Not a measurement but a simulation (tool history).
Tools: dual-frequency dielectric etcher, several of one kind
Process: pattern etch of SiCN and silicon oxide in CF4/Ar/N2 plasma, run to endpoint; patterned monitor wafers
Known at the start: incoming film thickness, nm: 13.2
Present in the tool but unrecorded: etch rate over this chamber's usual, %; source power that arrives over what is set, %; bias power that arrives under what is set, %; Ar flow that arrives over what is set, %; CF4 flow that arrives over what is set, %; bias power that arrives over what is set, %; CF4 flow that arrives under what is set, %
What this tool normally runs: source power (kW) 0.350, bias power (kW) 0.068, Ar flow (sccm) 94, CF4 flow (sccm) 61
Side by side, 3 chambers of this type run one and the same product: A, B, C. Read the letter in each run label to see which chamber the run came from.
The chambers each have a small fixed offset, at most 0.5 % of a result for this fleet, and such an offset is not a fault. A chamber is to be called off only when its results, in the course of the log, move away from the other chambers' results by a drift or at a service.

run,hour,source power (kW),bias power (kW),Ar flow (sccm),CF4 flow (sccm),hours since the last wet clean,hours since the last source power generator calibration,hours since the last bias power generator calibration,hours since the last Ar flow controller change,hours since the last CF4 flow controller change,endpoint time (s)
1C,4.4,0.350,0.068,94,61,514.5,1228.2,398.7,2090.4,2248.0,19.768
2B,7.1,0.350,0.068,94,61,238.6,773.6,222.5,3247.4,1999.7,19.623
3A,10.9,0.350,0.068,94,61,407.4,1716.6,1335.6,717.3,4561.0,19.702
4B,14.6,0.350,0.068,94,61,246.1,781.1,230.0,3254.9,2007.2,19.880
5C,17.7,0.350,0.068,94,61,527.8,1241.5,412.0,2103.7,2261.3,19.746
6A,21.6,0.350,0.068,94,61,418.1,1727.3,1346.3,728.0,4571.7,19.594
7C,26.9,0.350,0.068,94,61,537.0,1250.7,421.2,2112.9,2270.5,19.834
8B,29.8,0.350,0.068,94,61,261.3,796.3,245.2,3270.1,2022.4,19.724
9A,32.3,0.350,0.068,94,61,428.8,1738.0,1357.0,738.7,4582.4,19.670
10C,35.9,0.350,0.060,117,61,546.0,1259.7,430.2,2121.9,2279.5,21.389
11B,40.1,0.350,0.060,117,61,271.6,806.6,255.5,3280.4,2032.7,21.365
12A,45.3,0.350,0.060,117,61,441.8,1751.0,1370.0,751.7,4595.4,21.182
13C,48.6,0.350,0.068,94,61,558.7,1272.4,442.9,2134.6,2292.2,19.647
14B,52.9,0.350,0.068,94,61,284.4,819.4,268.3,3293.2,2045.5,19.631
15A,57.9,0.350,0.068,94,61,454.4,1763.6,1382.6,764.3,4608.0,19.677
# hour 58.1: chamber C: wet clean of the chamber
16C,62.7,0.350,0.068,94,61,4.6,1286.5,457.0,2148.7,2306.3,19.554
17A,67.8,0.350,0.068,94,61,464.3,1773.5,1392.5,774.2,4617.9,19.757
18B,72.6,0.350,0.068,94,61,304.1,839.1,288.0,3312.9,2065.2,19.728
19B,75.3,0.350,0.068,94,61,306.8,841.8,290.7,3315.6,2067.9,19.681
20A,79.6,0.350,0.068,94,61,476.1,1785.3,1404.3,786.0,4629.7,19.622
21C,83.8,0.350,0.068,94,61,25.7,1307.6,478.1,2169.8,2327.4,19.728
22C,86.9,0.350,0.068,94,61,28.8,1310.7,481.2,2172.9,2330.5,19.802
23A,91.8,0.350,0.068,94,61,488.3,1797.5,1416.5,798.2,4641.9,19.883
24B,94.8,0.350,0.068,94,61,326.3,861.3,310.2,3335.1,2087.4,19.742
25A,99.5,0.350,0.068,94,61,496.0,1805.2,1424.2,805.9,4649.6,19.596
26C,103.9,0.350,0.068,94,61,45.8,1327.7,498.2,2189.9,2347.5,19.606
27B,108.6,0.350,0.068,94,61,340.1,875.1,324.0,3348.9,2101.2,19.747
# hour 108.8: chamber A: wet clean of the chamber
28C,111.6,0.350,0.068,94,61,53.5,1335.4,505.9,2197.6,2355.2,19.664
29A,114.6,0.350,0.068,94,61,5.9,1820.3,1439.3,821.0,4664.7,19.644
30B,118.6,0.350,0.068,94,61,350.1,885.1,334.0,3358.9,2111.2,19.687
31B,123.5,0.350,0.068,94,61,355.0,890.0,338.9,3363.8,2116.1,19.924

All 3 chambers run these settings next. Forecast each chamber's results:
32A,127.4,0.350,0.077,94,61,,,,,,?
32B,127.4,0.350,0.077,94,61,,,,,,?
32C,127.4,0.350,0.077,94,61,,,,,,?

run,endpoint time (s)
32A,18.820
32B,19.046
32C,18.960
